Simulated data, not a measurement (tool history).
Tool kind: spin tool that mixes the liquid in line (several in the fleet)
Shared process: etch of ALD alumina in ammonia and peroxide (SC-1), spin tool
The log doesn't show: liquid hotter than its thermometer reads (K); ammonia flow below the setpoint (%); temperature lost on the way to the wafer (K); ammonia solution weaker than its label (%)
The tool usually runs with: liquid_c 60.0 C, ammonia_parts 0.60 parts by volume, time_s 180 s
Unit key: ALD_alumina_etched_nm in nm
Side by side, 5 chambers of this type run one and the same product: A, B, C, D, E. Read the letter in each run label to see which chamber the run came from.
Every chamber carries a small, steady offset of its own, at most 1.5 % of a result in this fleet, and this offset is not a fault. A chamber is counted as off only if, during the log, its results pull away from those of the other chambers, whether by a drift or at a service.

| run | day | liquid_c | ammonia_parts | time_s | hours since the thermometer was replaced | hours since the ammonia flow meter was replaced | hours since the heated supply line was repaired | hours since the drum of ammonia solution was connected | read-back film thickness of the ALD alumina reference wafer, read on the same gauge (nm) | ALD_alumina_etched_nm |
|---|---|---|---|---|---|---|---|---|---|---|
| 1C | 0.329 | 60.0 | 0.60 | 180 | 233.4 | 678.6 | 1860.2 | 371.9 | 89.982 | 17.516 |
| 2B | 0.521 | 60.0 | 0.60 | 180 | 1625.3 | 953.9 | 1472.1 | 52.4 | 90.030 | 17.909 |
| 3D | 0.708 | 60.0 | 0.60 | 180 | 134.2 | 1647.5 | 1790.6 | 439.9 | 89.988 | 17.539 |
| 4E | 1.008 | 60.0 | 0.60 | 180 | 384.9 | 1420.4 | 2367.5 | 407.2 | 89.992 | 17.532 |
| 5A | 1.283 | 60.0 | 0.60 | 180 | 259.1 | 866.9 | 2872.2 | 43.1 | 89.985 | 17.442 |
| 6E | 1.492 | 60.0 | 0.60 | 180 | 396.5 | 1432.0 | 2379.1 | 418.8 | 89.994 | 17.588 |
| 7B | 1.667 | 50.5 | 0.75 | 180 | 1652.8 | 981.4 | 1499.6 | 79.9 | 89.998 | 11.242 |
|  | 1.792 | chamber C: ammonia flow meter replaced |
| 8D | 1.958 | 50.5 | 0.75 | 180 | 164.2 | 1677.5 | 1820.6 | 469.9 | 90.016 | 10.840 |
| 9A | 2.233 | 50.5 | 0.75 | 180 | 281.9 | 889.7 | 2895.0 | 65.9 | 89.975 | 10.939 |
|  | 2.412 | chamber D: ammonia flow meter replaced |
| 10C | 2.521 | 50.5 | 0.75 | 180 | 286.0 | 17.6 | 1912.8 | 424.5 | 90.018 | 10.897 |
| 11B | 2.854 | 50.5 | 0.75 | 180 | 1681.3 | 1009.9 | 1528.1 | 108.4 | 89.997 | 11.333 |
| 12A | 3.088 | 60.0 | 0.60 | 180 | 302.4 | 910.2 | 2915.5 | 86.4 | 90.008 | 17.427 |
| 13E | 3.258 | 60.0 | 0.60 | 145 | 438.9 | 1474.4 | 2421.5 | 461.2 | 89.974 | 14.277 |
| 14D | 3.438 | 60.0 | 0.60 | 145 | 199.7 | 24.7 | 1856.1 | 505.4 | 90.012 | 14.388 |
| 15C | 3.700 | 60.0 | 0.60 | 145 | 314.3 | 45.9 | 1941.1 | 452.8 | 90.030 | 14.201 |
|  | 3.962 | chamber C: new drum of ammonia solution connected |
| 16E | 3.975 | 60.0 | 0.60 | 145 | 456.1 | 1491.6 | 2438.7 | 478.4 | 90.031 | 14.137 |
| 17A | 4.317 | 60.0 | 0.60 | 145 | 331.9 | 939.7 | 2945.0 | 115.9 | 89.985 | 14.113 |
| 18C | 4.562 | 60.0 | 0.60 | 180 | 335.0 | 66.6 | 1961.8 | 14.5 | 90.007 | 17.722 |
| 19D | 4.725 | 60.0 | 0.60 | 180 | 230.6 | 55.6 | 1887.0 | 536.3 | 89.996 | 17.494 |
| 20B | 4.933 | 60.0 | 0.60 | 180 | 1731.2 | 1059.8 | 1578.0 | 158.3 | 89.945 | 17.960 |
| 21A | 5.188 | 60.0 | 0.60 | 115 | 352.8 | 960.6 | 2965.9 | 136.8 | 90.004 | 11.233 |
| 22C | 5.346 | 60.0 | 0.60 | 115 | 353.8 | 85.4 | 1980.6 | 33.3 | 90.001 | 11.367 |
| 23D | 5.629 | 60.0 | 0.60 | 115 | 252.3 | 77.3 | 1908.7 | 558.0 | 89.999 | 11.018 |
| 24E | 5.908 | 60.0 | 0.60 | 115 | 502.5 | 1538.0 | 2485.1 | 524.8 | 89.983 | 11.168 |
| 25B | 6.242 | 60.0 | 0.60 | 115 | 1762.6 | 1091.2 | 1609.4 | 189.7 | 90.009 | 11.405 |
| 26A | 6.546 | 60.0 | 0.60 | 180 | 385.4 | 993.2 | 2998.5 | 169.4 | 90.009 | 17.501 |
| 27E | 6.762 | 60.0 | 0.60 | 180 | 523.0 | 1558.5 | 2505.6 | 545.3 | 90.018 | 17.649 |
| 28C | 6.979 | 60.0 | 0.60 | 180 | 393.0 | 124.6 | 2019.8 | 72.5 | 89.990 | 17.471 |
| 29D | 7.142 | 60.0 | 0.60 | 180 | 288.6 | 113.6 | 1945.0 | 594.3 | 89.979 | 17.172 |
| 30B | 7.321 | 60.0 | 0.60 | 180 | 1788.5 | 1117.1 | 1635.3 | 215.6 | 90.024 | 18.116 |
| 31D | 7.596 | 60.0 | 0.60 | 180 | 299.5 | 124.5 | 1955.9 | 605.2 | 89.966 | 17.030 |
| 32C | 7.938 | 60.0 | 0.60 | 180 | 416.0 | 147.6 | 2042.8 | 95.5 | 90.027 | 17.561 |
| 33A | 8.154 | 60.0 | 0.60 | 180 | 424.0 | 1031.8 | 3037.1 | 208.0 | 90.041 | 17.511 |
| 34E | 8.462 | 60.0 | 0.60 | 180 | 563.8 | 1599.3 | 2546.4 | 586.1 | 90.016 | 17.501 |
| 35B | 8.633 | 60.0 | 0.60 | 180 | 1820.0 | 1148.6 | 1666.8 | 247.1 | 89.971 | 18.039 |

The same settings go to every chamber for the next run, one line per chamber below. Forecast the results for each:
| 36A | 8.883 | 60.0 | 0.60 | 250 |  |  |  |  |  | ? |
| 36B | 8.883 | 60.0 | 0.60 | 250 |  |  |  |  |  | ? |
| 36C | 8.883 | 60.0 | 0.60 | 250 |  |  |  |  |  | ? |
| 36D | 8.883 | 60.0 | 0.60 | 250 |  |  |  |  |  | ? |
| 36E | 8.883 | 60.0 | 0.60 | 250 |  |  |  |  |  | ? |

| run | ALD_alumina_etched_nm |
|---|---|
| 36A | 24.345 |
| 36B | 24.943 |
| 36C | 24.490 |
| 36D | 23.395 |
| 36E | 24.631 |

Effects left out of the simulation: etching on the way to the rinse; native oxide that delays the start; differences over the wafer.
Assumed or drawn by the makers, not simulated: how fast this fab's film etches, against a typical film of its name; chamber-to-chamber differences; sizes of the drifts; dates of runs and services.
